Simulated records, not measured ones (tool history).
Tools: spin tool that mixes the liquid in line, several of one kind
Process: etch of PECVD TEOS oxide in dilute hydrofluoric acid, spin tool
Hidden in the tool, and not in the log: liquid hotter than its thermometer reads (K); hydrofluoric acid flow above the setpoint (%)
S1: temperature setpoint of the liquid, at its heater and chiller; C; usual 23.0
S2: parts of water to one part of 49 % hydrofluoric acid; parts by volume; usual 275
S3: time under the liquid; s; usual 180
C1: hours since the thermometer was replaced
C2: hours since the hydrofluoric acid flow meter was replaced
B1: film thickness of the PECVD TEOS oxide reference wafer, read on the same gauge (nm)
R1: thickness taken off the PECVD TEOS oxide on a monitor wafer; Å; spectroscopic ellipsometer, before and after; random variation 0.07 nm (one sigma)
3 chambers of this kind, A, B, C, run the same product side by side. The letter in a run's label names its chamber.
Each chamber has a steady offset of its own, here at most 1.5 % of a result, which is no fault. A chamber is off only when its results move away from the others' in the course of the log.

{"run": "1B", "hour": 6.0, "S1": 23.0, "S2": 275, "S3": 180, "C1": 985.8, "C2": 532.3, "B1": 149.99, "R1": 71.311}
{"run": "2C", "hour": 9.7, "S1": 23.0, "S2": 275, "S3": 180, "C1": 679.4, "C2": 1074.9, "B1": 149.98, "R1": 70.963}
{"run": "3A", "hour": 15.3, "S1": 23.0, "S2": 275, "S3": 180, "C1": 477.1, "C2": 193.3, "B1": 149.99, "R1": 70.275}
{"run": "4B", "hour": 18.7, "S1": 23.0, "S2": 275, "S3": 180, "C1": 998.5, "C2": 545.0, "B1": 149.96, "R1": 69.881}
{"run": "5A", "hour": 24.0, "S1": 23.0, "S2": 275, "S3": 180, "C1": 485.8, "C2": 202.0, "B1": 150.0, "R1": 70.412}
{"run": "6C", "hour": 29.9, "S1": 23.0, "S2": 275, "S3": 180, "C1": 699.6, "C2": 1095.1, "B1": 149.98, "R1": 70.363}
{"run": "7B", "hour": 33.3, "S1": 23.0, "S2": 275, "S3": 180, "C1": 1013.1, "C2": 559.6, "B1": 149.99, "R1": 71.605}
{"run": "8C", "hour": 39.9, "S1": 23.0, "S2": 275, "S3": 180, "C1": 709.6, "C2": 1105.1, "B1": 149.99, "R1": 70.288}
{"run": "9A", "hour": 43.6, "S1": 23.0, "S2": 275, "S3": 180, "C1": 505.4, "C2": 221.6, "B1": 150.0, "R1": 71.702}
{"run": "10C", "hour": 46.6, "S1": 23.0, "S2": 275, "S3": 180, "C1": 716.3, "C2": 1111.8, "B1": 150.0, "R1": 70.771}
{"run": "11A", "hour": 50.1, "S1": 23.0, "S2": 275, "S3": 180, "C1": 511.9, "C2": 228.1, "B1": 150.01, "R1": 69.134}
{"run": "12B", "hour": 54.2, "S1": 23.0, "S2": 275, "S3": 180, "C1": 1034.0, "C2": 580.5, "B1": 150.01, "R1": 72.402}
{"run": "13A", "hour": 57.9, "S1": 23.0, "S2": 275, "S3": 180, "C1": 519.7, "C2": 235.9, "B1": 150.03, "R1": 69.477}
{"run": "14B", "hour": 63.6, "S1": 23.0, "S2": 275, "S3": 180, "C1": 1043.4, "C2": 589.9, "B1": 150.0, "R1": 73.044}
{"run": "15C", "hour": 69.8, "S1": 23.0, "S2": 275, "S3": 180, "C1": 739.5, "C2": 1135.0, "B1": 150.02, "R1": 70.688}
{"run": "16B", "hour": 75.8, "S1": 23.0, "S2": 195, "S3": 180, "C1": 1055.6, "C2": 602.1, "B1": 150.01, "R1": 110.49}
{"run": "17A", "hour": 82.4, "S1": 23.0, "S2": 195, "S3": 180, "C1": 544.2, "C2": 260.4, "B1": 150.0, "R1": 107.12}
{"run": "18C", "hour": 88.5, "S1": 23.0, "S2": 195, "S3": 180, "C1": 758.2, "C2": 1153.7, "B1": 149.98, "R1": 107.3}
{"run": "19A", "hour": 92.4, "S1": 23.0, "S2": 275, "S3": 180, "C1": 554.2, "C2": 270.4, "B1": 150.0, "R1": 67.942}
{"run": "20B", "hour": 97.1, "S1": 23.0, "S2": 140, "S3": 140, "C1": 1076.9, "C2": 623.4, "B1": 150.02, "R1": 127.49}
{"run": "21C", "hour": 103.6, "S1": 23.0, "S2": 140, "S3": 140, "C1": 773.3, "C2": 1168.8, "B1": 150.01, "R1": 122.26}
{"run": "22B", "hour": 108.6, "S1": 23.0, "S2": 140, "S3": 140, "C1": 1088.4, "C2": 634.9, "B1": 150.02, "R1": 127.23}
{"run": "23A", "hour": 112.1, "S1": 20.5, "S2": 165, "S3": 180, "C1": 573.9, "C2": 290.1, "B1": 150.0, "R1": 118.13}
{"run": "24C", "hour": 116.4, "S1": 20.5, "S2": 165, "S3": 180, "C1": 786.1, "C2": 1181.6, "B1": 149.99, "R1": 118.82}
{"run": "25B", "hour": 119.7, "S1": 20.5, "S2": 165, "S3": 180, "C1": 1099.5, "C2": 646.0, "B1": 150.0, "R1": 127.14}
{"run": "26C", "hour": 123.8, "S1": 26.0, "S2": 275, "S3": 180, "C1": 793.5, "C2": 1189.0, "B1": 150.02, "R1": 76.8}
{"run": "27A", "hour": 128.0, "S1": 26.0, "S2": 275, "S3": 180, "C1": 589.8, "C2": 306.0, "B1": 150.02, "R1": 79.27}
{"run": "28A", "hour": 133.8, "S1": 26.0, "S2": 275, "S3": 180, "C1": 595.6, "C2": 311.8, "B1": 150.01, "R1": 77.144}
{"run": "29B", "hour": 136.7, "S1": 23.0, "S2": 275, "S3": 180, "C1": 1116.5, "C2": 663.0, "B1": 149.98, "R1": 76.354}
{"run": "30C", "hour": 141.5, "S1": 23.0, "S2": 275, "S3": 180, "C1": 811.2, "C2": 1206.7, "B1": 150.0, "R1": 69.69}
{"run": "31B", "hour": 144.5, "S1": 23.0, "S2": 275, "S3": 180, "C1": 1124.3, "C2": 670.8, "B1": 150.03, "R1": 75.778}
{"run": "32C", "hour": 147.9, "S1": 23.0, "S2": 325, "S3": 180, "C1": 817.6, "C2": 1213.1, "B1": 149.98, "R1": 57.031}
{"run": "33A", "hour": 152.2, "S1": 23.0, "S2": 325, "S3": 180, "C1": 614.0, "C2": 330.2, "B1": 149.99, "R1": 56.999}
{"run": "34B", "hour": 156.1, "S1": 23.0, "S2": 325, "S3": 180, "C1": 1135.9, "C2": 682.4, "B1": 149.99, "R1": 61.595}

All 3 chambers run these settings next. Forecast each chamber's results:
{"run": "35A", "hour": 160.9, "S1": 23.0, "S2": 275, "S3": 180, "R1": "?"}
{"run": "35B", "hour": 160.9, "S1": 23.0, "S2": 275, "S3": 180, "R1": "?"}
{"run": "35C", "hour": 160.9, "S1": 23.0, "S2": 275, "S3": 180, "R1": "?"}

run=35A R1=69.834
run=35B R1=76.302
run=35C R1=71.260

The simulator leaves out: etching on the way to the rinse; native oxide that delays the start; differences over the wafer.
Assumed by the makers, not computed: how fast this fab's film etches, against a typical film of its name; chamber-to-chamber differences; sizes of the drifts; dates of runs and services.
